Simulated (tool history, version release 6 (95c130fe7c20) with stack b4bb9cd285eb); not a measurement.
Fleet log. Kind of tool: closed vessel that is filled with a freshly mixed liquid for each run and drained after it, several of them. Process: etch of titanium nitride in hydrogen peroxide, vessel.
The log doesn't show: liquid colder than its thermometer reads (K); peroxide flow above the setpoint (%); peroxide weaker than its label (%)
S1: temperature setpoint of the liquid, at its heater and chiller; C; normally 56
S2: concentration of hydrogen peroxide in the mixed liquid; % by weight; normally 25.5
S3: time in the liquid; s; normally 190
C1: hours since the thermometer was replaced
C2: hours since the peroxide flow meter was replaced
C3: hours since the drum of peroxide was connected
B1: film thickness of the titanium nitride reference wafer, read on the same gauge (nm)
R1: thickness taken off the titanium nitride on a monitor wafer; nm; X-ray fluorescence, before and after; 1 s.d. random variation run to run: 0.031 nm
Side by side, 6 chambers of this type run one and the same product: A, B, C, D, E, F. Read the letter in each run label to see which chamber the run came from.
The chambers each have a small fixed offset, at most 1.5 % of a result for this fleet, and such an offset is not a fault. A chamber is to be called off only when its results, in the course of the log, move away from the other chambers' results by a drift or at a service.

run	hour	S1	S2	S3	C1	C2	C3	B1	R1
1D	14.6	56	25.5	190	636.7	987.6	86.9	30.028	7.7538
# hour 14.8: chamber F: new drum of peroxide connected
2C	26.4	56	25.5	190	1018.7	44.5	839.9	29.986	7.6205
3F	34.6	56	25.5	190	458.1	1027.6	19.9	30.015	7.5732
4E	41.9	56	25.5	190	2532.6	779.3	417.2	30.011	7.6551
5A	54.3	50	18.5	190	875.4	416.1	642.6	30.017	4.6058
6B	67.0	50	18.5	190	1198.6	837.9	348.7	30.004	4.7063
7B	80.6	50	18.5	190	1212.2	851.5	362.3	30.005	4.7240
8F	96.1	50	18.5	190	519.6	1089.1	81.4	29.995	4.6667
9E	103.4	50	18.5	190	2594.1	840.8	478.7	30.010	4.6418
10D	119.2	50	18.5	190	741.3	1092.2	191.5	30.001	4.7194
11A	133.4	56	25.5	190	954.5	495.2	721.7	30.017	7.5441
# hour 143.4: chamber B: new drum of peroxide connected
12C	147.2	56	25.5	190	1139.5	165.3	960.7	29.994	7.5769
13E	160.8	56	25.5	190	2651.5	898.2	536.1	30.005	7.6060
14F	176.6	56	25.5	190	600.1	1169.6	161.9	29.990	7.6301
15A	191.1	56	25.5	190	1012.2	552.9	779.4	29.989	7.5249
16D	206.0	56	18.5	190	828.1	1179.0	278.3	30.001	7.2291
# hour 209.3: chamber E: thermometer replaced
17C	218.2	56	18.5	190	1210.5	236.3	1031.7	30.021	7.1833
18B	227.1	56	18.5	190	1358.7	998.0	83.7	30.001	7.2048
19F	235.8	56	18.5	190	659.3	1228.8	221.1	29.988	7.1195
20C	247.3	56	18.5	190	1239.6	265.4	1060.8	30.018	7.0615
21B	258.9	56	18.5	190	1390.5	1029.8	115.5	29.984	7.2069
22D	270.3	56	25.5	190	892.4	1243.3	342.6	29.972	7.7331
23A	285.6	56	25.5	190	1106.7	647.4	873.9	29.985	7.4303
24E	293.9	56	25.5	190	84.6	1031.3	669.2	30.011	7.6620
25C	305.9	56	25.5	190	1298.2	324.0	1119.4	30.021	7.5907
26A	317.9	56	25.5	190	1139.0	679.7	906.2	30.025	7.4546
27B	325.0	56	25.5	190	1456.6	1095.9	181.6	30.006	7.7613
28D	333.0	56	25.5	190	955.1	1306.0	405.3	29.980	7.7521
29F	340.2	56	25.5	190	763.7	1333.2	325.5	29.991	7.6185
30E	355.5	56	25.5	190	146.2	1092.9	730.8	30.000	7.6815
31A	362.8	56	25.5	190	1183.9	724.6	951.1	29.983	7.4306
32F	370.1	56	28.5	190	793.6	1363.1	355.4	30.023	7.8410
# hour 373.6: chamber B: peroxide flow meter replaced
33E	379.1	56	28.5	190	169.8	1116.5	754.4	30.007	7.8632
# hour 379.9: chamber C: thermometer replaced
34B	390.6	56	28.5	190	1522.2	17.0	247.2	29.993	7.8895
35C	402.4	56	28.5	190	22.6	420.5	1215.9	30.016	7.8170
36D	417.9	56	28.5	190	1040.0	1390.9	490.2	30.013	7.9062
37A	429.2	56	28.5	190	1250.3	791.0	1017.5	29.981	7.5676

One chamber off, gauge drift, or nothing amiss beyond the chambers' own small offsets? If it is a chamber, which one, and what is the likeliest cause?

One chamber, A, drifts off from the rest bit by bit.
Most likely cause: liquid colder than its thermometer reads (K) = 0.422.
From this log alone, it may not be told apart from: peroxide flow below the setpoint (%).

Which of the 4 candidates below, each the usual settings with something changed and its results left as question marks, puts chamber A back in line with what the other chambers give on the usual settings?
In line here means within this much of the mean the other chambers give on the usual settings: R1 0.1100 nm
38A-1	440.6	56.5	25.5	190					?
38A-2	440.6	56.0	24.0	190					?
38A-3	440.6	56.0	27.0	190					?
38A-4	440.6	56.0	21.0	190					?

Mean of the other chambers on the usual settings: R1 7.6690 nm
run	R1
38A-1	7.6279
38A-2	7.2638
38A-3	7.4553
38A-4	7.0546
The answer is 38A-1, which returns the chamber to within the allowed miss of the others.
